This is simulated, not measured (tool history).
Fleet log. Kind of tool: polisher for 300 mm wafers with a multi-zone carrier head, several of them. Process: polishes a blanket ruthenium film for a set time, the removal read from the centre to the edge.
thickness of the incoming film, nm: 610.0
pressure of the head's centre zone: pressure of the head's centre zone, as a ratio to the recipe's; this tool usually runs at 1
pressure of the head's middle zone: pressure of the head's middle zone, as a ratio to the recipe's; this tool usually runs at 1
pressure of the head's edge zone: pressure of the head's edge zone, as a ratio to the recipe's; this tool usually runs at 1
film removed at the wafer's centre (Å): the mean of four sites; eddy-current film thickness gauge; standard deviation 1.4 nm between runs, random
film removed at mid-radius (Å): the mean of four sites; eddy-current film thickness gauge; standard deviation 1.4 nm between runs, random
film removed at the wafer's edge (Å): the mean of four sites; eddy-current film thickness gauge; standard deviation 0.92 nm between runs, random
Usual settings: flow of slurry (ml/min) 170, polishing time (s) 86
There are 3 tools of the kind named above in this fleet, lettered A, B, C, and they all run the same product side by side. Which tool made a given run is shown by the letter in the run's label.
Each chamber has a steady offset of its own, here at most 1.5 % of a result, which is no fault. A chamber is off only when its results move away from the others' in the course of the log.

run,hour,flow of slurry (ml/min),pressure of the head's centre zone,pressure of the head's middle zone,pressure of the head's edge zone,polishing time (s),film removed at the wafer's centre (Å),film removed at mid-radius (Å),film removed at the wafer's edge (Å)
1B,4.2,170,1,1,1,86,1275.7,1254,1256.9
2C,9.1,170,1,1,1,86,1247,1266.4,1250.8
3A,14.6,170,1,1,1,86,1271.6,1269.9,1239.4
4B,19.7,170,1,1,1,86,1261.1,1283,1261.1
5C,25.8,170,1,1,1,86,1282.8,1240.4,1255.5
# hour 26.8: chamber B: slurry nozzle cleaned
6A,32.7,170,1,1,1,86,1285,1237.2,1274.4
7B,35.9,170,1,1,1,86,1263.9,1284.2,1264.7
8A,40.2,170,1,1,1,86,1263.3,1246.3,1257.6
9C,45.7,170,1,1,1,86,1257.7,1245.9,1271
10C,52,170,1,1,1,86,1239.8,1277.3,1252.8
11B,57.7,170,1,1,1,86,1289.8,1260.3,1272.8
12A,63.6,170,1,1,1.11,86,1261.5,1255.4,1322.9
# hour 68.1: chamber A: worn pad replaced by a new one
# hour 69.4: chamber C: worn pad replaced by a new one
13A,70.4,170,1,1,1.11,86,1271.7,1264.9,1320.5
14B,75.9,170,1,1,1.11,86,1261.6,1250.1,1318.5
15C,80.7,170,1,1,1,86,1276,1255.1,1261.5
16A,85.5,170,1,1,1,86,1274.9,1264.9,1264
17B,91.8,170,1,1,1,86,1255,1228.9,1227.2
18C,96.4,170,1,1,1,86,1256.7,1276.5,1262.3
19A,103,170,1,1,1,86,1235.2,1284.9,1256.1
# hour 108: chamber A: centre zone pressure recalibrated
20B,110,170,1.08,1,1,59,903.24,831.18,847.71
21C,115.5,170,1.08,1,1,59,936.52,841.64,862.05
22B,119.4,170,1.08,1,1,59,922.87,834.38,829.05
23C,126.1,170,1,1,1,86,1261.9,1265.4,1267.8
24A,131.1,170,1,1,1,86,1263.7,1271.1,1229.8
25B,134.1,170,1,1,1,86,1221.1,1219.9,1212.3
26C,139.9,205,1,1,1,114,1699.2,1695.2,1700.5
27A,145.8,205,1,1,1,114,1710.5,1685.3,1695
28A,152.1,205,1,1,1,114,1739,1753,1705.1
# hour 156.4: chamber B: edge zone pressure recalibrated
29C,158.4,170,1,1,1,86,1246.9,1232.1,1257.5
30B,161.9,170,1,1,1,86,1209.1,1222.6,1190.6
# hour 166.1: chamber C: worn pad replaced by a new one
31A,166.4,170,1,1,1,86,1249.2,1245.9,1243.6
32B,172.4,170,1,0.95,1,101,1408.6,1356,1397.5
33C,176.9,170,1,0.95,1,101,1469.8,1408.7,1486.3
34C,183.2,170,1,0.95,1,101,1493.7,1417.5,1470.9
35A,188.1,170,1,1,1,86,1239.7,1231.5,1264.1
36B,192.2,170,1.1,1,0.89,86,1319.4,1157.8,1123.8
37C,198.3,170,1.1,1,0.89,86,1419.1,1221.1,1185.3
38A,202,170,1.1,1,0.89,86,1401.8,1254.4,1185.4
39B,207.9,170,1,1,1,86,1194.3,1154,1172.4
40C,211.6,170,1,1,1,86,1261.1,1247.8,1266

What goes on in this fleet: one chamber off, a drifting gauge, or nothing beyond the chambers' own small offsets? Name the chamber and the cause, if any.

Chamber B drifts away from the others.
Likeliest cause: removal rate lost through wear of the pad, % = 7.44.
The log may not tell that from: slurry flow missing at the pad, %.

Below are 4 candidate recipes for chamber B's next run, each the usual settings with a change, their results shown as question marks. Which of them brings B's results back in line with what the other chambers give on the usual settings?
In-line tolerance around the mean of the other chambers on the usual settings: film removed at the wafer's centre (Å) 49; film removed at mid-radius (Å) 50; film removed at the wafer's edge (Å) 32
41B-1,216.6,170,1,1,1,88,?,?,?
41B-2,216.6,170,1,1,1,84,?,?,?
41B-3,216.6,170,0.99,0.99,1.01,92,?,?,?
41B-4,216.6,170,1.01,1.01,0.99,80,?,?,?

The other chambers' mean on the usual settings: film removed at the wafer's centre (Å) 1257.4; film removed at mid-radius (Å) 1252.7; film removed at the wafer's edge (Å) 1256.6
run,film removed at the wafer's centre (Å),film removed at mid-radius (Å),film removed at the wafer's edge (Å)
41B-1,1212.4,1212.3,1193.9
41B-2,1157.3,1157.2,1139.7
41B-3,1253.4,1255.7,1255
41B-4,1114.5,1112.3,1079.5
41B-3 puts the chamber back in line with the other chambers.

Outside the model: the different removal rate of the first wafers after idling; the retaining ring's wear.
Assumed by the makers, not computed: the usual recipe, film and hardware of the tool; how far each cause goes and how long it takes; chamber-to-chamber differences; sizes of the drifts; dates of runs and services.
